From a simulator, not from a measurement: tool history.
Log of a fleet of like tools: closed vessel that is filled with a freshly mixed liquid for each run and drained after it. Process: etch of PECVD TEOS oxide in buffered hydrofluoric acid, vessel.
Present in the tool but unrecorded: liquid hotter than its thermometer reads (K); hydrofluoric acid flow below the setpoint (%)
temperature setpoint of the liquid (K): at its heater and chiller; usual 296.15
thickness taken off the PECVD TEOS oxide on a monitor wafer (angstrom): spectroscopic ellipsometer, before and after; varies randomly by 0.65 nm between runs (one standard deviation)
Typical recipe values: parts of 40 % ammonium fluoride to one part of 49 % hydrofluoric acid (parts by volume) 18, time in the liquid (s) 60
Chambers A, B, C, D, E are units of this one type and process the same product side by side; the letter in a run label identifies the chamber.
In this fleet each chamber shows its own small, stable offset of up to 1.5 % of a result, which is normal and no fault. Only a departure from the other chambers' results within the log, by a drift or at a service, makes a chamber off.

run   hour  temperature setpoint of the liquid (K)  parts of 40 % ammonium fluoride to one part of 49 % hydrofluoric acid (parts by volume)  time in the liquid (s)  hours since the thermometer was replaced  hours since the hydrofluoric acid flow meter was replaced  read-back film thickness of the PECVD TEOS oxide reference wafer, read on the same gauge (nm)  thickness taken off the PECVD TEOS oxide on a monitor wafer (angstrom)
 1E   10.4                                  296.15                                                                                       18                      60                                     715.4                                                     1190.1                                                                                            150                                                                  728.82
 2C   21.4                                  296.15                                                                                       18                      60                                    1145.6                                                      615.3                                                                                         149.99                                                                  717.69
 3B   29.7                                  296.15                                                                                       18                      60                                     106.4                                                     1034.8                                                                                         150.02                                                                  735.25
 4A   37.6                                  296.15                                                                                       18                      60                                     143.8                                                      501.3                                                                                         149.96                                                                  715.84
 5D   45.6                                  296.15                                                                                       18                      60                                     117.2                                                      156.3                                                                                            150                                                                  723.42
 6D   52.8                                  296.15                                                                                       18                      60                                     124.4                                                      163.5                                                                                         150.05                                                                  735.96
 7C   60.3                                  297.65                                                                                       18                      85                                    1184.5                                                      654.2                                                                                         149.96                                                                  1119.4
 8A   69.5                                  297.65                                                                                       18                      85                                     175.7                                                      533.2                                                                                            150                                                                  1103.9
 9E   80.7                                  297.65                                                                                       18                      85                                     785.7                                                     1260.4                                                                                         149.99                                                                  1139.6
10B   86.9                                  297.65                                                                                       18                      85                                     163.6                                                       1092                                                                                         149.98                                                                  1117.8
      90.1  -- chamber A: hydrofluoric acid flow meter replaced
11B   93.1                                  297.65                                                                                       18                      85                                     169.8                                                     1098.2                                                                                         149.97                                                                  1104.5
12C    101                                  296.15                                                                                       18                      60                                    1225.2                                                      694.9                                                                                         150.03                                                                  723.49
13D  112.1                                  296.15                                                                                       18                      60                                     183.7                                                      222.8                                                                                         149.97                                                                  736.37
14E  119.6                                  296.15                                                                                       18                      60                                     824.6                                                     1299.3                                                                                         150.01                                                                  719.84
15A  132.3                                  300.15                                                                                       23                      60                                     238.5                                                       42.2                                                                                         149.99                                                                  730.25
16E  138.6                                  300.15                                                                                       23                      60                                     843.6                                                     1318.3                                                                                            150                                                                  736.89
17D    150                                  300.15                                                                                       23                      60                                     221.6                                                      260.7                                                                                         149.98                                                                   728.1
18B  158.2                                  300.15                                                                                       23                      60                                     234.9                                                     1163.3                                                                                         150.02                                                                  714.64
19A  170.7                                  300.15                                                                                       23                      60                                     276.9                                                       80.6                                                                                         149.99                                                                  736.79
20C  179.3                                  296.15                                                                                       18                      60                                    1303.5                                                      773.2                                                                                            150                                                                  736.55
21B    186                                  296.15                                                                                       18                      60                                     262.7                                                     1191.1                                                                                            150                                                                  683.92
22D  198.6                                  296.15                                                                                       18                      60                                     270.2                                                      309.3                                                                                         150.02                                                                  720.03
23A  209.5                                  296.15                                                                                       18                      60                                     315.7                                                      119.4                                                                                         149.96                                                                  723.59
24E  215.9                                  296.15                                                                                     12.5                      70                                     920.9                                                     1395.6                                                                                         149.98                                                                  1195.7
25C  222.5                                  296.15                                                                                     12.5                      70                                    1346.7                                                      816.4                                                                                         149.95                                                                  1215.6
26E  234.9                                  296.15                                                                                     12.5                      70                                     939.9                                                     1414.6                                                                                         150.01                                                                  1201.5
27B  241.8                                  296.15                                                                                     12.5                      70                                     318.5                                                     1246.9                                                                                         149.99                                                                  1114.5
28A  250.9                                  296.15                                                                                     12.5                      70                                     357.1                                                      160.8                                                                                            150                                                                  1175.6
29D  258.8                                  296.15                                                                                       18                      60                                     330.4                                                      369.5                                                                                         149.99                                                                  737.55
30C  270.5                                  296.15                                                                                       18                      60                                    1394.7                                                      864.4                                                                                            150                                                                   724.5
31D  280.3                                  296.15                                                                                       18                      60                                     351.9                                                        391                                                                                         149.96                                                                  721.21
32B  290.6                                  296.15                                                                                       18                      60                                     367.3                                                     1295.7                                                                                         150.03                                                                  663.48
33A  298.3                                  296.15                                                                                       18                      60                                     404.5                                                      208.2                                                                                         150.05                                                                  714.68
34E  306.2                                  296.15                                                                                       18                      60                                    1011.2                                                     1485.9                                                                                         150.01                                                                  729.19
35C  315.4                                  296.15                                                                                       18                      60                                    1439.6                                                      909.3                                                                                            150                                                                  716.19
36C  323.8                                  301.15                                                                                       15                      60                                      1448                                                      917.7                                                                                         149.97                                                                  1130.4

Predict what each chamber gives when all 5 of them run the settings below next.
37A  332.9                                  296.15                                                                                       18                      60                                                                                                                                                                                                                                                                           ?
37B  332.9                                  296.15                                                                                       18                      60                                                                                                                                                                                                                                                                           ?
37C  332.9                                  296.15                                                                                       18                      60                                                                                                                                                                                                                                                                           ?
37D  332.9                                  296.15                                                                                       18                      60                                                                                                                                                                                                                                                                           ?
37E  332.9                                  296.15                                                                                       18                      60                                                                                                                                                                                                                                                                           ?

run  thickness taken off the PECVD TEOS oxide on a monitor wafer (angstrom)
37A                                                                  714.53
37B                                                                  632.72
37C                                                                  716.05
37D                                                                   718.8
37E                                                                  726.83

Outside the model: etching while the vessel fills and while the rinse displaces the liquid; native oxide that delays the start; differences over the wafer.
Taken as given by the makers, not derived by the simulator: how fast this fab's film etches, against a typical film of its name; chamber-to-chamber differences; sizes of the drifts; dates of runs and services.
